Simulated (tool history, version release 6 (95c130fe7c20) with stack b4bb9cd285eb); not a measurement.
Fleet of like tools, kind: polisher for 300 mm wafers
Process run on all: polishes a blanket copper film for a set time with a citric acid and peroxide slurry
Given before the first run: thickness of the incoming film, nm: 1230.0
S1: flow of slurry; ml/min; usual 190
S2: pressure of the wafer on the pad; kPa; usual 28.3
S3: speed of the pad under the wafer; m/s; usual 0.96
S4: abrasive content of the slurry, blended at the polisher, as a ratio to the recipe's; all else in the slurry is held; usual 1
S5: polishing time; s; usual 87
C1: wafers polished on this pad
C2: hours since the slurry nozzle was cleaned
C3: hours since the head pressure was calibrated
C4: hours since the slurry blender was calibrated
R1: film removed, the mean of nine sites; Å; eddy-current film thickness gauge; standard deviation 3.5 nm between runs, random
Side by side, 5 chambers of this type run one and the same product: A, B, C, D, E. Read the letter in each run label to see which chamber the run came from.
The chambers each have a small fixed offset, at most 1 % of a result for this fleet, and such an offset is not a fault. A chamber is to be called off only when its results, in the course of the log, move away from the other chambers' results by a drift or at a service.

run	hour	S1	S2	S3	S4	S5	C1	C2	C3	C4	R1
# hour 5.1: chamber E: slurry blender recalibrated
1D	11.5	190	28.3	0.96	1	87	688	310.6	494.5	36	2500.3
# hour 18.7: chamber E: worn pad replaced by a new one
2B	23.2	190	28.3	0.96	1	87	197	273	583.6	359.9	2372.3
# hour 29.2: chamber D: worn pad replaced by a new one
3A	29.6	190	28.3	0.96	1	87	676	447.7	426	128.4	2484.2
# hour 31.7: chamber D: slurry nozzle cleaned
# hour 35.5: chamber C: slurry blender recalibrated
4C	41.9	190	28.3	0.96	1	87	1037	240.2	363.4	6.4	2482.9
# hour 43.5: chamber A: slurry blender recalibrated
5E	53.3	190	28.3	0.96	1	87	261	186.6	732	48.2	2372.7
# hour 62.7: chamber A: worn pad replaced by a new one
6D	62.8	190	28.3	0.96	1	87	254	31.1	545.8	87.3	2482.3
# hour 67.7: chamber D: head pressure recalibrated
# hour 72.6: chamber B: slurry blender recalibrated
7A	74.9	190	28.3	0.96	1	87	92	493	471.3	31.4	2402.3
8C	83	190	28.3	0.96	1	87	1348	281.3	404.5	47.5	2417.5
# hour 89.7: chamber E: worn pad replaced by a new one
9E	90.2	190	24.1	0.96	1	99	4	223.5	768.9	85.1	2397.4
10B	98	190	24.1	0.96	1	99	762	347.8	658.4	25.4	2406.1
11C	109.7	190	24.1	0.96	1	99	1550	308	431.2	74.2	2338.6
# hour 116.3: chamber A: slurry nozzle cleaned
12B	117.8	190	24.1	0.96	1	99	912	367.6	678.2	45.2	2293.1
13D	125.6	190	24.1	0.96	1	99	728	93.9	57.9	150.1	2428.7
14A	135.8	190	28.3	0.96	1	87	552	19.5	532.2	92.3	2440
15E	142.6	190	28.3	0.96	1	87	400	275.9	821.3	137.5	2438.4
16B	149.7	155	28.3	0.96	1	70	1153	399.5	710.1	77.1	1871.6
# hour 150.9: chamber D: worn pad replaced by a new one
17E	155.7	155	28.3	0.96	1	70	499	289	834.4	150.6	1910.2
# hour 156.1: chamber A: slurry blender recalibrated
18A	165.7	155	28.3	0.96	1	70	778	49.4	562.1	9.7	1942.7
# hour 167.5: chamber C: slurry blender recalibrated
# hour 167.8: chamber A: worn pad replaced by a new one
# hour 170.5: chamber E: worn pad replaced by a new one
19D	179.3	155	28.3	0.96	1	70	214	147.6	111.6	203.8	1904.8
# hour 183.6: chamber B: worn pad replaced by a new one
# hour 191.5: chamber B: slurry nozzle cleaned
20C	192.9	155	28.3	0.96	1	70	2178	391.2	514.4	25.4	1848.1
# hour 198: chamber C: head pressure recalibrated
# hour 200: chamber D: slurry blender recalibrated
21E	200.9	190	28.3	0.96	1	87	229	334.2	879.6	195.8	2455.7
22B	214.2	190	28.3	0.96	1	87	231	22.8	774.6	141.6	2455.2
23A	227.9	190	28.3	0.96	1	87	454	111.6	624.3	71.9	2396.7
24D	236.7	190	28.3	0.96	1	87	648	205	169	36.8	2494.1
25C	249.2	190	28.3	0.96	1	87	2604	447.5	51.3	81.7	2314.9
# hour 254.9: chamber E: worn pad replaced by a new one
26D	260.2	190	28.3	0.96	1	87	826	228.5	192.5	60.3	2499.2
27A	268.6	190	28.3	0.96	1	87	762	152.3	665	112.6	2476
# hour 269: chamber A: slurry blender recalibrated
# hour 276.5: chamber E: head pressure recalibrated
28E	281.7	190	28.3	0.96	1	87	202	415	5.3	276.6	2426.9
# hour 290.8: chamber A: worn pad replaced by a new one
29B	294.6	190	28.3	0.96	1	87	839	103.2	855	222	2423.4
30C	306.7	190	28.3	0.96	1	87	3038	505	108.8	139.2	2302.1
# hour 311.2: chamber C: slurry blender recalibrated
# hour 316.7: chamber C: slurry nozzle cleaned
31E	318.3	190	28.3	0.96	1	87	479	451.6	41.9	313.2	2417.6
32A	326	190	28.3	0.96	1	87	266	209.7	722.4	57	2403.3
33C	334.8	190	28.3	0.96	1	87	3251	18.1	136.9	23.7	2253.3

Predict what each chamber gives when all 5 of them run the settings below next.
34A	344.6	190	28.3	0.96	1	87					?
34B	344.6	190	28.3	0.96	1	87					?
34C	344.6	190	28.3	0.96	1	87					?
34D	344.6	190	28.3	0.96	1	87					?
34E	344.6	190	28.3	0.96	1	87					?

run	R1
34A	2480.8
34B	2427
34C	2227.6
34D	2481.6
34E	2446.5
